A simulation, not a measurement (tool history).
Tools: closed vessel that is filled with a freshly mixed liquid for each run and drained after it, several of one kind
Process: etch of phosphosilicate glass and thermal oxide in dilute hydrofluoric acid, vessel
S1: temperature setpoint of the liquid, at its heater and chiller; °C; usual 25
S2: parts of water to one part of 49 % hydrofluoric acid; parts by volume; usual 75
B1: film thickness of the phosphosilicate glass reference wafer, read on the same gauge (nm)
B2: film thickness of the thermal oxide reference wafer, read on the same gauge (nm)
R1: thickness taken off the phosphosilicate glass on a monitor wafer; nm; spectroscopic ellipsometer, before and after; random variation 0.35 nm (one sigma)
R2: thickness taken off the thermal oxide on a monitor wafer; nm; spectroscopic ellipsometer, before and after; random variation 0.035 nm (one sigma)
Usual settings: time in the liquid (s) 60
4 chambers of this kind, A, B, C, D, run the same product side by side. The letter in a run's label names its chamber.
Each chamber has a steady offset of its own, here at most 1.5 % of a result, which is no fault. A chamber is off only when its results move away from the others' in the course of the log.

Run 1B, day 0.183: usual settings; B1 39.974; B2 39.994. Result: R1 52.266 nm, R2 4.1832 nm.
Run 2D, day 0.367: usual settings; B1 40.015; B2 39.991. Result: R1 52.076 nm, R2 4.0824 nm.
Run 3C, day 0.475: usual settings; B1 40.000; B2 40.000. Result: R1 51.431 nm, R2 4.1418 nm.
Run 4A, day 0.588: usual settings; B1 39.986; B2 40.020. Result: R1 51.703 nm, R2 4.1583 nm.
Run 5A, day 0.721: usual settings; B1 39.952; B2 39.985. Result: R1 51.390 nm, R2 4.0734 nm.
Run 6D, day 0.867: usual settings; B1 40.009; B2 39.982. Result: R1 51.816 nm, R2 4.0725 nm.
Run 7B, day 0.996: usual settings; B1 39.988; B2 40.017. Result: R1 51.847 nm, R2 4.1474 nm.
Run 8C, day 1.158: usual settings; B1 40.038; B2 40.020. Result: R1 52.263 nm, R2 4.1929 nm.
Run 9B, day 1.312: usual settings but time in the liquid (s) 80; B1 39.982; B2 39.956. Result: R1 68.260 nm, R2 5.5329 nm.
Run 10A, day 1.483: usual settings but time in the liquid (s) 80; B1 39.990; B2 40.041. Result: R1 68.545 nm, R2 5.5121 nm.
Run 11C, day 1.646: usual settings but time in the liquid (s) 80; B1 39.981; B2 39.972. Result: R1 69.239 nm, R2 5.5568 nm.
Run 12D, day 1.800: usual settings but time in the liquid (s) 80; B1 39.972; B2 40.019. Result: R1 69.213 nm, R2 5.5253 nm.
Run 13C, day 1.975: usual settings; B1 39.985; B2 40.040. Result: R1 51.825 nm, R2 4.1930 nm.
Run 14A, day 2.121: usual settings; B1 39.995; B2 39.971. Result: R1 52.204 nm, R2 4.1044 nm.
Run 15B, day 2.258: usual settings; B1 39.988; B2 40.005. Result: R1 51.886 nm, R2 4.1454 nm.
Run 16D, day 2.442: usual settings; B1 40.033; B2 39.967. Result: R1 51.728 nm, R2 4.0415 nm.
Run 17A, day 2.521: usual settings but S2 45 parts by volume, time in the liquid (s) 70; B1 39.971; B2 39.989. Result: R1 104.720 nm, R2 8.2203 nm.
Run 18C, day 2.654: usual settings but S2 45 parts by volume, time in the liquid (s) 70; B1 40.035; B2 39.991. Result: R1 104.660 nm, R2 8.4154 nm.
Run 19B, day 2.771: usual settings but S2 45 parts by volume, time in the liquid (s) 70; B1 39.968; B2 39.997. Result: R1 106.720 nm, R2 8.5073 nm.
Run 20D, day 2.892: usual settings but S2 45 parts by volume, time in the liquid (s) 70; B1 39.963; B2 39.956. Result: R1 105.010 nm, R2 8.1969 nm.
Run 21B, day 3.054: usual settings; B1 40.003; B2 39.972. Result: R1 52.128 nm, R2 4.1329 nm.
Run 22D, day 3.200: usual settings; B1 39.988; B2 40.008. Result: R1 52.176 nm, R2 4.1119 nm.
Run 23A, day 3.338: usual settings; B1 40.014; B2 39.974. Result: R1 52.580 nm, R2 4.1780 nm.
Run 24C, day 3.462: usual settings; B1 39.971; B2 40.022. Result: R1 52.052 nm, R2 4.0778 nm.
Run 25B, day 3.567: usual settings; B1 40.018; B2 40.003. Result: R1 52.215 nm, R2 4.2310 nm.
Run 26A, day 3.688: usual settings but S2 45 parts by volume; B1 40.007; B2 40.005. Result: R1 91.147 nm, R2 7.1012 nm.
Run 27D, day 3.792: usual settings but S2 45 parts by volume; B1 40.014; B2 40.003. Result: R1 90.365 nm, R2 6.9897 nm.

Next, every chamber runs the same settings. What will each give?
Run 28A, day 3.925: usual settings. Result: R1 ?, R2 ?.
Run 28B, day 3.925: usual settings. Result: R1 ?, R2 ?.
Run 28C, day 3.925: usual settings. Result: R1 ?, R2 ?.
Run 28D, day 3.925: usual settings. Result: R1 ?, R2 ?.

run      R1      R2
28A  52.378  4.0479
28B  51.388  4.1657
28C  52.005  4.1239
28D  52.031  4.1120
